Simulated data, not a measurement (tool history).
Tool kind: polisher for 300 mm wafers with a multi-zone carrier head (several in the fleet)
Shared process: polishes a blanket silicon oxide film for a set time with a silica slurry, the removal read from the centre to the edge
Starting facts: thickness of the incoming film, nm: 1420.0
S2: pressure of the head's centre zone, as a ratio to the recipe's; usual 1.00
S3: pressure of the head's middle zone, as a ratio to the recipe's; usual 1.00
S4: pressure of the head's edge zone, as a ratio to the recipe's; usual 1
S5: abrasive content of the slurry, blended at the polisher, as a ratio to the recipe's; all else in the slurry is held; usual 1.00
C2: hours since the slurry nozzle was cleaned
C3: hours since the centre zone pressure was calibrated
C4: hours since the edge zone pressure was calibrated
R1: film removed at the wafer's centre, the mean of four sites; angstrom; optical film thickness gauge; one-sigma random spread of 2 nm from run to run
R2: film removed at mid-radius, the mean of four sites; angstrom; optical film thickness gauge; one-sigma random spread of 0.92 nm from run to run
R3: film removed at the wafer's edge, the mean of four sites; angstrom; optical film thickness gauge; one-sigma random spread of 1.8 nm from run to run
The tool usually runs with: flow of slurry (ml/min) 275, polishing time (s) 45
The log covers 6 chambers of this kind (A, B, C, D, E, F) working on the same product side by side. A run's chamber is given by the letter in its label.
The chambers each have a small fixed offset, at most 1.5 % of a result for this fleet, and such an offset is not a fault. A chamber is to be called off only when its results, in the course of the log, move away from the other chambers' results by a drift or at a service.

run 1E hour=12.8 | flow_of_slurry_(ml/min)=275 S2=1.00 S3=1.00 S4=1 S5=1.00 polishing_time_(s)=45 | wafers_polished_on_this_pad=481 C2=772.3 C3=279.2 C4=474.2 | R1=1432.4 R2=1424.3 R3=1393.5
-- hour=23.3 chamber F: worn pad replaced by a new one
run 2F hour=24.1 | flow_of_slurry_(ml/min)=275 S2=1.00 S3=1.00 S4=1 S5=1.00 polishing_time_(s)=45 | wafers_polished_on_this_pad=7 C2=312.5 C3=719.7 C4=240.4 | R1=1394.1 R2=1423.4 R3=1439.8
-- hour=25.1 chamber E: slurry nozzle cleaned
-- hour=25.8 chamber E: worn pad replaced by a new one
-- hour=32.5 chamber C: slurry nozzle cleaned
run 3D hour=34.4 | flow_of_slurry_(ml/min)=275 S2=1.00 S3=1.00 S4=1 S5=1.00 polishing_time_(s)=45 | wafers_polished_on_this_pad=694 C2=760.8 C3=376.1 C4=481.7 | R1=1421.8 R2=1386.1 R3=1424.0
-- hour=39.1 chamber D: worn pad replaced by a new one
run 4A hour=43.7 | flow_of_slurry_(ml/min)=275 S2=1.00 S3=1.00 S4=1 S5=1.00 polishing_time_(s)=45 | wafers_polished_on_this_pad=687 C2=287.3 C3=658.3 C4=71.0 | R1=1439.0 R2=1400.0 R3=1424.1
run 5C hour=51.9 | flow_of_slurry_(ml/min)=275 S2=1.00 S3=1.00 S4=1 S5=1.00 polishing_time_(s)=61 | wafers_polished_on_this_pad=595 C2=19.5 C3=375.9 C4=505.0 | R1=1970.4 R2=1920.4 R3=1893.7
run 6B hour=59.3 | flow_of_slurry_(ml/min)=275 S2=1.00 S3=1.00 S4=1 S5=1.00 polishing_time_(s)=61 | wafers_polished_on_this_pad=1602 C2=170.0 C3=244.8 C4=526.9 | R1=1943.0 R2=1933.2 R3=1926.2
-- hour=65.1 chamber B: worn pad replaced by a new one
run 7B hour=65.5 | flow_of_slurry_(ml/min)=275 S2=1.00 S3=1.00 S4=1 S5=1.00 polishing_time_(s)=61 | wafers_polished_on_this_pad=3 C2=176.2 C3=251.0 C4=533.1 | R1=1964.1 R2=1913.2 R3=1916.8
run 8C hour=72.9 | flow_of_slurry_(ml/min)=275 S2=1.00 S3=1.00 S4=1 S5=1.00 polishing_time_(s)=61 | wafers_polished_on_this_pad=771 C2=40.5 C3=396.9 C4=526.0 | R1=1945.7 R2=1918.8 R3=1877.8
run 9F hour=82.9 | flow_of_slurry_(ml/min)=275 S2=1.00 S3=1.00 S4=1 S5=1.00 polishing_time_(s)=61 | wafers_polished_on_this_pad=499 C2=371.3 C3=778.5 C4=299.2 | R1=1925.9 R2=1937.9 R3=1924.9
-- hour=85.0 chamber D: centre zone pressure recalibrated
-- hour=89.2 chamber D: edge zone pressure recalibrated
-- hour=90.7 chamber E: worn pad replaced by a new one
run 10A hour=91.0 | flow_of_slurry_(ml/min)=275 S2=1.00 S3=1.00 S4=1 S5=1.00 polishing_time_(s)=61 | wafers_polished_on_this_pad=1082 C2=334.6 C3=705.6 C4=118.3 | R1=1944.9 R2=1885.9 R3=1885.0
run 11D hour=99.8 | flow_of_slurry_(ml/min)=275 S2=1.00 S3=1.00 S4=1 S5=1.00 polishing_time_(s)=45 | wafers_polished_on_this_pad=508 C2=826.2 C3=14.8 C4=10.6 | R1=1399.4 R2=1378.7 R3=1407.7
run 12E hour=106.0 | flow_of_slurry_(ml/min)=275 S2=1.00 S3=1.00 S4=1 S5=1.00 polishing_time_(s)=45 | wafers_polished_on_this_pad=128 C2=80.9 C3=372.4 C4=567.4 | R1=1446.1 R2=1427.0 R3=1430.8
-- hour=112.8 chamber F: worn pad replaced by a new one
run 13D hour=118.1 | flow_of_slurry_(ml/min)=275 S2=1.00 S3=1.00 S4=1 S5=1.00 polishing_time_(s)=45 | wafers_polished_on_this_pad=661 C2=844.5 C3=33.1 C4=28.9 | R1=1378.6 R2=1380.9 R3=1411.6
run 14C hour=125.0 | flow_of_slurry_(ml/min)=275 S2=1.00 S3=1.00 S4=1 S5=1.00 polishing_time_(s)=45 | wafers_polished_on_this_pad=1207 C2=92.6 C3=449.0 C4=578.1 | R1=1426.6 R2=1416.3 R3=1421.1
-- hour=132.4 chamber C: worn pad replaced by a new one
run 15B hour=133.6 | flow_of_slurry_(ml/min)=275 S2=1.00 S3=1.00 S4=1 S5=1.00 polishing_time_(s)=45 | wafers_polished_on_this_pad=573 C2=244.3 C3=319.1 C4=601.2 | R1=1395.5 R2=1428.9 R3=1418.6
-- hour=136.3 chamber D: worn pad replaced by a new one
-- hour=138.5 chamber D: slurry nozzle cleaned
run 16F hour=142.5 | flow_of_slurry_(ml/min)=275 S2=1.00 S3=1.00 S4=1 S5=1.00 polishing_time_(s)=45 | wafers_polished_on_this_pad=249 C2=430.9 C3=838.1 C4=358.8 | R1=1409.9 R2=1426.4 R3=1406.5
run 17A hour=153.7 | flow_of_slurry_(ml/min)=275 S2=1.00 S3=1.00 S4=1 S5=1.00 polishing_time_(s)=45 | wafers_polished_on_this_pad=1607 C2=397.3 C3=768.3 C4=181.0 | R1=1440.4 R2=1407.5 R3=1408.3
run 18E hour=161.1 | flow_of_slurry_(ml/min)=275 S2=1.00 S3=1.00 S4=1 S5=1.00 polishing_time_(s)=45 | wafers_polished_on_this_pad=589 C2=136.0 C3=427.5 C4=622.5 | R1=1409.4 R2=1420.5 R3=1422.5
-- hour=167.5 chamber E: worn pad replaced by a new one
run 19F hour=169.3 | flow_of_slurry_(ml/min)=275 S2=1.00 S3=1.00 S4=1 S5=1.00 polishing_time_(s)=45 | wafers_polished_on_this_pad=473 C2=457.7 C3=864.9 C4=385.6 | R1=1414.0 R2=1409.1 R3=1389.1
run 20B hour=181.2 | flow_of_slurry_(ml/min)=275 S2=1.00 S3=1.00 S4=1 S5=1.00 polishing_time_(s)=45 | wafers_polished_on_this_pad=972 C2=291.9 C3=366.7 C4=648.8 | R1=1399.8 R2=1418.1 R3=1406.1
run 21C hour=188.8 | flow_of_slurry_(ml/min)=275 S2=1.07 S3=1.05 S4=1 S5=1.00 polishing_time_(s)=45 | wafers_polished_on_this_pad=472 C2=156.4 C3=512.8 C4=641.9 | R1=1539.6 R2=1485.2 R3=1399.3
run 22A hour=196.2 | flow_of_slurry_(ml/min)=275 S2=1.07 S3=1.05 S4=1 S5=1.00 polishing_time_(s)=45 | wafers_polished_on_this_pad=1963 C2=439.8 C3=810.8 C4=223.5 | R1=1469.6 R2=1433.3 R3=1400.0
run 23D hour=205.5 | flow_of_slurry_(ml/min)=275 S2=1.07 S3=1.05 S4=1 S5=1.00 polishing_time_(s)=45 | wafers_polished_on_this_pad=579 C2=67.0 C3=120.5 C4=116.3 | R1=1534.5 R2=1452.3 R3=1412.0
-- hour=209.8 chamber F: worn pad replaced by a new one
run 24E hour=216.1 | flow_of_slurry_(ml/min)=275 S2=1.07 S3=1.05 S4=1 S5=1.00 polishing_time_(s)=45 | wafers_polished_on_this_pad=407 C2=191.0 C3=482.5 C4=677.5 | R1=1555.1 R2=1487.0 R3=1418.8
run 25E hour=223.8 | flow_of_slurry_(ml/min)=275 S2=1.07 S3=1.05 S4=1 S5=1.00 polishing_time_(s)=45 | wafers_polished_on_this_pad=471 C2=198.7 C3=490.2 C4=685.2 | R1=1555.0 R2=1488.8 R3=1410.4
-- hour=225.6 chamber D: worn pad replaced by a new one
run 26A hour=230.9 | flow_of_slurry_(ml/min)=275 S2=1.07 S3=1.05 S4=1 S5=1.00 polishing_time_(s)=45 | wafers_polished_on_this_pad=2253 C2=474.5 C3=845.5 C4=258.2 | R1=1461.6 R2=1408.5 R3=1343.6
run 27F hour=237.2 | flow_of_slurry_(ml/min)=275 S2=1.00 S3=1.00 S4=1 S5=1.00 polishing_time_(s)=45 | wafers_polished_on_this_pad=229 C2=525.6 C3=932.8 C4=453.5 | R1=1445.1 R2=1415.8 R3=1386.8
run 28D hour=248.6 | flow_of_slurry_(ml/min)=275 S2=1.00 S3=1.00 S4=1 S5=1.00 polishing_time_(s)=45 | wafers_polished_on_this_pad=192 C2=110.1 C3=163.6 C4=159.4 | R1=1452.9 R2=1386.5 R3=1410.0
-- hour=249.0 chamber E: worn pad replaced by a new one
-- hour=249.8 chamber B: worn pad replaced by a new one
run 29B hour=259.5 | flow_of_slurry_(ml/min)=275 S2=1.00 S3=1.00 S4=1 S5=1.00 polishing_time_(s)=45 | wafers_polished_on_this_pad=81 C2=370.2 C3=445.0 C4=727.1 | R1=1434.0 R2=1432.1 R3=1432.3
run 30C hour=269.7 | flow_of_slurry_(ml/min)=275 S2=1.00 S3=1.00 S4=1 S5=1.00 polishing_time_(s)=58 | wafers_polished_on_this_pad=1149 C2=237.3 C3=593.7 C4=722.8 | R1=1838.4 R2=1850.8 R3=1757.2
-- hour=280.3 chamber C: worn pad replaced by a new one
run 31E hour=282.0 | flow_of_slurry_(ml/min)=275 S2=1.00 S3=1.00 S4=1 S5=1.00 polishing_time_(s)=58 | wafers_polished_on_this_pad=276 C2=256.9 C3=548.4 C4=743.4 | R1=1862.5 R2=1856.1 R3=1835.9
run 32D hour=290.3 | flow_of_slurry_(ml/min)=275 S2=1.00 S3=1.00 S4=1 S5=1.00 polishing_time_(s)=58 | wafers_polished_on_this_pad=541 C2=151.8 C3=205.3 C4=201.1 | R1=1798.8 R2=1801.6 R3=1812.4
-- hour=297.4 chamber F: worn pad replaced by a new one
run 33A hour=300.2 | flow_of_slurry_(ml/min)=275 S2=1.00 S3=1.00 S4=1 S5=1.00 polishing_time_(s)=58 | wafers_polished_on_this_pad=2833 C2=543.8 C3=914.8 C4=327.5 | R1=1651.2 R2=1671.3 R3=1668.8
run 34F hour=307.7 | flow_of_slurry_(ml/min)=275 S2=1.00 S3=1.00 S4=1 S5=1.00 polishing_time_(s)=58 | wafers_polished_on_this_pad=86 C2=596.1 C3=1003.3 C4=524.0 | R1=1857.2 R2=1836.9 R3=1829.6
run 35B hour=316.3 | flow_of_slurry_(ml/min)=275 S2=1.00 S3=1.00 S4=1 S5=1.00 polishing_time_(s)=58 | wafers_polished_on_this_pad=556 C2=427.0 C3=501.8 C4=783.9 | R1=1802.9 R2=1827.6 R3=1822.2
-- hour=318.0 chamber E: worn pad replaced by a new one
-- hour=321.8 chamber D: worn pad replaced by a new one
run 36C hour=322.5 | flow_of_slurry_(ml/min)=275 S2=1.00 S3=1.00 S4=1 S5=1.00 polishing_time_(s)=45 | wafers_polished_on_this_pad=353 C2=290.1 C3=646.5 C4=775.6 | R1=1401.3 R2=1426.3 R3=1407.4
run 37F hour=331.4 | flow_of_slurry_(ml/min)=275 S2=1.00 S3=1.00 S4=1 S5=0.75 polishing_time_(s)=45 | wafers_polished_on_this_pad=285 C2=619.8 C3=1027.0 C4=547.7 | R1=1220.6 R2=1223.2 R3=1232.8
run 38E hour=337.5 | flow_of_slurry_(ml/min)=275 S2=1.00 S3=1.00 S4=1 S5=0.75 polishing_time_(s)=45 | wafers_polished_on_this_pad=163 C2=312.4 C3=603.9 C4=798.9 | R1=1211.3 R2=1231.9 R3=1261.8
run 39D hour=343.9 | flow_of_slurry_(ml/min)=275 S2=1.00 S3=1.00 S4=1 S5=0.75 polishing_time_(s)=45 | wafers_polished_on_this_pad=185 C2=205.4 C3=258.9 C4=254.7 | R1=1263.2 R2=1217.2 R3=1248.7

Each of the 6 chambers runs these same settings next. Fill in every chamber's results:
run 40A hour=353.4 | flow_of_slurry_(ml/min)=275 S2=1.00 S3=0.95 S4=1 S5=1.00 polishing_time_(s)=45 | R1=? R2=? R3=?
run 40B hour=353.4 | flow_of_slurry_(ml/min)=275 S2=1.00 S3=0.95 S4=1 S5=1.00 polishing_time_(s)=45 | R1=? R2=? R3=?
run 40C hour=353.4 | flow_of_slurry_(ml/min)=275 S2=1.00 S3=0.95 S4=1 S5=1.00 polishing_time_(s)=45 | R1=? R2=? R3=?
run 40D hour=353.4 | flow_of_slurry_(ml/min)=275 S2=1.00 S3=0.95 S4=1 S5=1.00 polishing_time_(s)=45 | R1=? R2=? R3=?
run 40E hour=353.4 | flow_of_slurry_(ml/min)=275 S2=1.00 S3=0.95 S4=1 S5=1.00 polishing_time_(s)=45 | R1=? R2=? R3=?
run 40F hour=353.4 | flow_of_slurry_(ml/min)=275 S2=1.00 S3=0.95 S4=1 S5=1.00 polishing_time_(s)=45 | R1=? R2=? R3=?

run=40A R1=1266.4 R2=1199.2 R3=1251.7
run=40B R1=1383.7 R2=1345.2 R3=1419.8
run=40C R1=1419.5 R2=1362.7 R3=1393.4
run=40D R1=1446.2 R2=1323.5 R3=1404.1
run=40E R1=1409.1 R2=1364.1 R3=1428.6
run=40F R1=1404.0 R2=1357.7 R3=1396.3
